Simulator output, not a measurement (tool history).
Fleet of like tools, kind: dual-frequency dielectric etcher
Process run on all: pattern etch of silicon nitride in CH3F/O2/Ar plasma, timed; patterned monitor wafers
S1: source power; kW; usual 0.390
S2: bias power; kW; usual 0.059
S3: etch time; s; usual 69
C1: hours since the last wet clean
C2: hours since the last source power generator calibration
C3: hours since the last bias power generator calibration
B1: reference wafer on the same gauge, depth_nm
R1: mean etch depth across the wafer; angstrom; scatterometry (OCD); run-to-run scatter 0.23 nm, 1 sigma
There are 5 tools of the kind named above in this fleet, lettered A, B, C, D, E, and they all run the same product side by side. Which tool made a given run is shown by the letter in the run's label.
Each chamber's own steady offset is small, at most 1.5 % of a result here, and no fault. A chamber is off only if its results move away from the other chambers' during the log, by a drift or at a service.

| run | hour | S1 | S2 | S3 | C1 | C2 | C3 | B1 | R1 |
|---|---|---|---|---|---|---|---|---|---|
| 1D | 9.6 | 0.390 | 0.059 | 69 | 509.0 | 2069.5 | 451.0 | 47.080 | 452.72 |
| 2C | 14.8 | 0.390 | 0.059 | 69 | 340.0 | 1733.3 | 1463.2 | 47.114 | 451.91 |
|  | 22.2 | chamber D: wet clean of the chamber |
| 3E | 24.4 | 0.390 | 0.059 | 69 | 147.4 | 3371.9 | 1236.2 | 47.056 | 445.02 |
| 4B | 30.6 | 0.390 | 0.059 | 69 | 228.3 | 1654.6 | 1154.4 | 47.116 | 449.28 |
| 5A | 35.6 | 0.350 | 0.059 | 50 | 386.8 | 2979.7 | 980.9 | 47.098 | 314.90 |
| 6D | 43.5 | 0.350 | 0.059 | 50 | 21.3 | 2103.4 | 484.9 | 47.119 | 311.83 |
| 7E | 49.4 | 0.350 | 0.059 | 50 | 172.4 | 3396.9 | 1261.2 | 47.122 | 312.29 |
| 8A | 56.5 | 0.350 | 0.059 | 50 | 407.7 | 3000.6 | 1001.8 | 47.107 | 315.35 |
| 9B | 61.9 | 0.350 | 0.059 | 50 | 259.6 | 1685.9 | 1185.7 | 47.088 | 313.55 |
|  | 66.3 | chamber E: source power generator calibrated |
| 10C | 68.5 | 0.390 | 0.059 | 69 | 393.7 | 1787.0 | 1516.9 | 47.089 | 450.82 |
| 11A | 74.2 | 0.390 | 0.059 | 69 | 425.4 | 3018.3 | 1019.5 | 47.118 | 449.85 |
|  | 78.0 | chamber A: wet clean of the chamber |
| 12C | 79.8 | 0.390 | 0.059 | 69 | 405.0 | 1798.3 | 1528.2 | 47.100 | 445.88 |
| 13B | 88.5 | 0.390 | 0.059 | 69 | 286.2 | 1712.5 | 1212.3 | 47.142 | 450.58 |
| 14E | 93.6 | 0.330 | 0.059 | 59 | 216.6 | 27.4 | 1305.4 | 47.061 | 355.92 |
| 15D | 101.7 | 0.330 | 0.059 | 59 | 79.5 | 2161.6 | 543.1 | 47.102 | 359.16 |
| 16A | 107.1 | 0.330 | 0.059 | 59 | 29.2 | 3051.2 | 1052.4 | 47.118 | 364.61 |
| 17E | 112.2 | 0.330 | 0.059 | 59 | 235.2 | 46.0 | 1324.0 | 47.074 | 353.83 |
| 18B | 118.3 | 0.330 | 0.059 | 59 | 316.0 | 1742.3 | 1242.1 | 47.101 | 358.90 |
| 19D | 125.7 | 0.390 | 0.059 | 69 | 103.5 | 2185.6 | 567.1 | 47.113 | 450.23 |
| 20C | 133.1 | 0.390 | 0.059 | 69 | 458.3 | 1851.6 | 1581.5 | 47.087 | 449.38 |
| 21E | 138.8 | 0.390 | 0.059 | 69 | 261.8 | 72.6 | 1350.6 | 47.084 | 443.09 |
| 22C | 146.0 | 0.390 | 0.059 | 69 | 471.2 | 1864.5 | 1594.4 | 47.123 | 452.82 |
| 23B | 155.6 | 0.330 | 0.067 | 69 | 353.3 | 1779.6 | 1279.4 | 47.149 | 440.52 |
| 24A | 161.5 | 0.330 | 0.067 | 69 | 83.6 | 3105.6 | 1106.8 | 47.108 | 443.14 |
| 25D | 167.8 | 0.330 | 0.067 | 69 | 145.6 | 2227.7 | 609.2 | 47.094 | 444.03 |
| 26B | 172.4 | 0.330 | 0.067 | 69 | 370.1 | 1796.4 | 1296.2 | 47.120 | 444.20 |
| 27D | 180.1 | 0.330 | 0.067 | 69 | 157.9 | 2240.0 | 621.5 | 47.138 | 440.85 |
| 28C | 185.8 | 0.390 | 0.059 | 69 | 511.0 | 1904.3 | 1634.2 | 47.105 | 453.08 |
|  | 191.0 | chamber B: wet clean of the chamber |
| 29E | 192.4 | 0.390 | 0.059 | 69 | 315.4 | 126.2 | 1404.2 | 47.110 | 443.13 |
| 30A | 199.7 | 0.390 | 0.059 | 69 | 121.8 | 3143.8 | 1145.0 | 47.080 | 451.62 |
| 31E | 207.0 | 0.390 | 0.059 | 69 | 330.0 | 140.8 | 1418.8 | 47.124 | 447.97 |
| 32D | 213.6 | 0.390 | 0.059 | 69 | 191.4 | 2273.5 | 655.0 | 47.131 | 450.55 |
|  | 219.5 | chamber C: source power generator calibrated |
| 33B | 222.2 | 0.390 | 0.059 | 69 | 31.3 | 1846.2 | 1346.0 | 47.139 | 451.66 |
| 34A | 229.5 | 0.430 | 0.059 | 69 | 151.6 | 3173.6 | 1174.8 | 47.087 | 469.83 |
| 35C | 238.4 | 0.430 | 0.059 | 69 | 563.6 | 19.0 | 1686.8 | 47.183 | 466.27 |

All 5 chambers run these settings next. Forecast each chamber's results:
| 36A | 245.5 | 0.470 | 0.059 | 69 |  |  |  |  | ? |
| 36B | 245.5 | 0.470 | 0.059 | 69 |  |  |  |  | ? |
| 36C | 245.5 | 0.470 | 0.059 | 69 |  |  |  |  | ? |
| 36D | 245.5 | 0.470 | 0.059 | 69 |  |  |  |  | ? |
| 36E | 245.5 | 0.470 | 0.059 | 69 |  |  |  |  | ? |

| run | R1 |
|---|---|
| 36A | 485.75 |
| 36B | 482.95 |
| 36C | 483.38 |
| 36D | 481.47 |
| 36E | 478.80 |
